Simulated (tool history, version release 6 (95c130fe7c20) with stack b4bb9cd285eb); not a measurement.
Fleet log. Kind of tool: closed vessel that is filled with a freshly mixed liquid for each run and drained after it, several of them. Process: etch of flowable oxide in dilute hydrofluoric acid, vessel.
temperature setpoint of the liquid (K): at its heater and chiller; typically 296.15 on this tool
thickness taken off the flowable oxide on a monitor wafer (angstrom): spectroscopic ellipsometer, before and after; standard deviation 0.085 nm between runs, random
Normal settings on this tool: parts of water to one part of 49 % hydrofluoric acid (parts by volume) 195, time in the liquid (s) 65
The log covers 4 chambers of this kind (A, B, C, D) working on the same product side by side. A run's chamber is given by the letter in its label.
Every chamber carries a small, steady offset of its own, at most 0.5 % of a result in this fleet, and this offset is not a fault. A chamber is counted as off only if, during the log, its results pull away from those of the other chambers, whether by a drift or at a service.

run,hour,temperature setpoint of the liquid (K),parts of water to one part of 49 % hydrofluoric acid (parts by volume),time in the liquid (s),hours since the thermometer was replaced,hours since the hydrofluoric acid flow meter was replaced,"read-back film thickness of the flowable oxide reference wafer, read on the same gauge (nm)",thickness taken off the flowable oxide on a monitor wafer (angstrom)
1D,3.2,296.15,195,65,422.4,725.2,79.987,114.950
2B,7.7,296.15,195,65,81.1,226.0,79.965,113.870
3C,14.0,296.15,195,65,388.3,1268.4,79.983,116.740
4A,20.3,296.15,195,65,614.5,2049.9,80.021,113.800
5B,26.0,296.15,195,65,99.4,244.3,80.009,114.410
6D,31.2,296.15,195,65,450.4,753.2,80.010,115.790
7A,36.9,296.15,195,65,631.1,2066.5,79.987,114.610
8C,40.4,296.15,195,65,414.7,1294.8,79.975,116.650
9A,44.0,296.15,195,65,638.2,2073.6,79.972,114.210
10D,48.4,296.15,195,65,467.6,770.4,79.992,116.110
11B,54.5,296.15,195,65,127.9,272.8,79.990,115.340
12C,60.0,296.15,195,65,434.3,1314.4,79.989,115.230
13B,64.0,296.15,195,65,137.4,282.3,79.999,114.400
14D,70.7,296.15,245,30,489.9,792.7,80.008,40.354
# hour 72.7: chamber A: thermometer replaced
15A,75.1,296.15,245,30,2.4,2104.7,79.962,39.930
16C,79.1,296.15,245,30,453.4,1333.5,79.976,40.821
17D,85.7,296.15,245,30,504.9,807.7,79.994,39.762
18A,89.1,296.15,195,65,16.4,2118.7,80.032,114.200
19C,94.0,296.15,195,65,468.3,1348.4,79.975,113.700
20B,97.8,296.15,195,65,171.2,316.1,79.973,110.720
21D,103.7,296.15,100,85,522.9,825.7,79.978,334.670
22C,110.5,296.15,100,85,484.8,1364.9,79.960,328.610
23B,115.0,296.15,100,85,188.4,333.3,80.004,308.240
24A,119.7,296.15,100,85,47.0,2149.3,80.013,322.730
25A,124.1,296.15,195,65,51.4,2153.7,79.991,116.020
26C,127.5,296.15,195,65,501.8,1381.9,80.000,115.580
27B,133.5,296.15,195,65,206.9,351.8,80.010,109.140
28D,139.1,296.15,195,65,558.3,861.1,80.007,115.470
29B,142.8,296.15,195,65,216.2,361.1,80.034,108.670
30C,149.8,296.15,195,65,524.1,1404.2,79.999,116.070
31D,156.2,296.15,195,65,575.4,878.2,80.008,115.190

For the next run the whole fleet of 4 chambers uses the same settings. Give each chamber's results:
32A,161.4,296.15,195,65,,,,?
32B,161.4,296.15,195,65,,,,?
32C,161.4,296.15,195,65,,,,?
32D,161.4,296.15,195,65,,,,?

run,thickness taken off the flowable oxide on a monitor wafer (angstrom)
32A,113.520
32B,106.180
32C,115.550
32D,115.030
